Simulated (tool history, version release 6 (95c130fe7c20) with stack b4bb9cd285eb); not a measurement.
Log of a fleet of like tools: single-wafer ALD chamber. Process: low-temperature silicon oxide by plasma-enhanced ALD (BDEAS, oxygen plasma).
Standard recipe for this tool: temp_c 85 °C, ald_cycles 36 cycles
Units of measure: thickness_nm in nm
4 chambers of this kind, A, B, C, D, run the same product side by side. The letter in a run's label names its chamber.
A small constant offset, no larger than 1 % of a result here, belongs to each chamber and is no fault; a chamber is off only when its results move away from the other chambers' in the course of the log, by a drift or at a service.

| run | hour | temp_c | ald_cycles | hours since the last thermocouple change | read-back reference wafer on the same gauge, thickness_nm | thickness_nm |
|---|---|---|---|---|---|---|
| 1C | 6.8 | 85 | 36 | 413.5 | 4.7814 | 5.3964 |
| 2B | 16.2 | 85 | 36 | 1497.9 | 4.7794 | 5.4308 |
| 3A | 25.2 | 85 | 36 | 303.1 | 4.7813 | 5.4519 |
| 4D | 37.2 | 85 | 36 | 1229.8 | 4.7819 | 5.3923 |
| 5D | 45.3 | 78 | 30 | 1237.9 | 4.7807 | 4.6092 |
| 6A | 57.1 | 78 | 30 | 335.0 | 4.7785 | 4.6640 |
| 7B | 64.4 | 78 | 30 | 1546.1 | 4.7842 | 4.6386 |
| 8C | 74.8 | 78 | 30 | 481.5 | 4.7786 | 4.5938 |
| 9A | 81.7 | 85 | 36 | 359.6 | 4.7783 | 5.4398 |
| 10D | 90.6 | 85 | 36 | 1283.2 | 4.7808 | 5.3904 |
| 11C | 101.2 | 85 | 36 | 507.9 | 4.7813 | 5.3727 |
| 12B | 111.2 | 85 | 36 | 1592.9 | 4.7809 | 5.4199 |
| 13C | 119.8 | 85 | 36 | 526.5 | 4.7806 | 5.3682 |
| 14A | 130.1 | 85 | 36 | 408.0 | 4.7823 | 5.4236 |
| 15D | 140.2 | 85 | 36 | 1332.8 | 4.7819 | 5.3823 |
| 16B | 145.7 | 85 | 36 | 1627.4 | 4.7806 | 5.4324 |
| 17A | 152.7 | 85 | 36 | 430.6 | 4.7812 | 5.4110 |
| 18C | 160.6 | 85 | 36 | 567.3 | 4.7789 | 5.3320 |
| 19D | 168.6 | 85 | 36 | 1361.2 | 4.7782 | 5.3946 |
| 20B | 174.0 | 85 | 36 | 1655.7 | 4.7794 | 5.4510 |
| 21C | 185.5 | 85 | 36 | 592.2 | 4.7814 | 5.3571 |
| 22B | 196.1 | 85 | 36 | 1677.8 | 4.7823 | 5.4429 |
| 23D | 205.9 | 85 | 36 | 1398.5 | 4.7782 | 5.3736 |
| 24A | 212.9 | 85 | 36 | 490.8 | 4.7808 | 5.4456 |
|  | 213.9 | chamber B: thermocouple changed; heater temperature recalibrated |
| 25A | 218.2 | 85 | 36 | 496.1 | 4.7764 | 5.4473 |
| 26B | 228.0 | 93 | 39 | 14.1 | 4.7794 | 5.6960 |
| 27D | 234.7 | 93 | 39 | 1427.3 | 4.7817 | 5.6735 |
| 28C | 245.2 | 93 | 39 | 651.9 | 4.7803 | 5.6099 |
| 29A | 255.2 | 93 | 39 | 533.1 | 4.7790 | 5.7425 |
| 30C | 262.1 | 85 | 36 | 668.8 | 4.7809 | 5.3046 |
| 31D | 271.9 | 85 | 36 | 1464.5 | 4.7787 | 5.3930 |

All 4 chambers run these settings next. Forecast each chamber's results:
| 32A | 280.6 | 92 | 36 |  |  | ? |
| 32B | 280.6 | 92 | 36 |  |  | ? |
| 32C | 280.6 | 92 | 36 |  |  | ? |
| 32D | 280.6 | 92 | 36 |  |  | ? |

| run | thickness_nm |
|---|---|
| 32A | 5.2979 |
| 32B | 5.3037 |
| 32C | 5.1894 |
| 32D | 5.2672 |

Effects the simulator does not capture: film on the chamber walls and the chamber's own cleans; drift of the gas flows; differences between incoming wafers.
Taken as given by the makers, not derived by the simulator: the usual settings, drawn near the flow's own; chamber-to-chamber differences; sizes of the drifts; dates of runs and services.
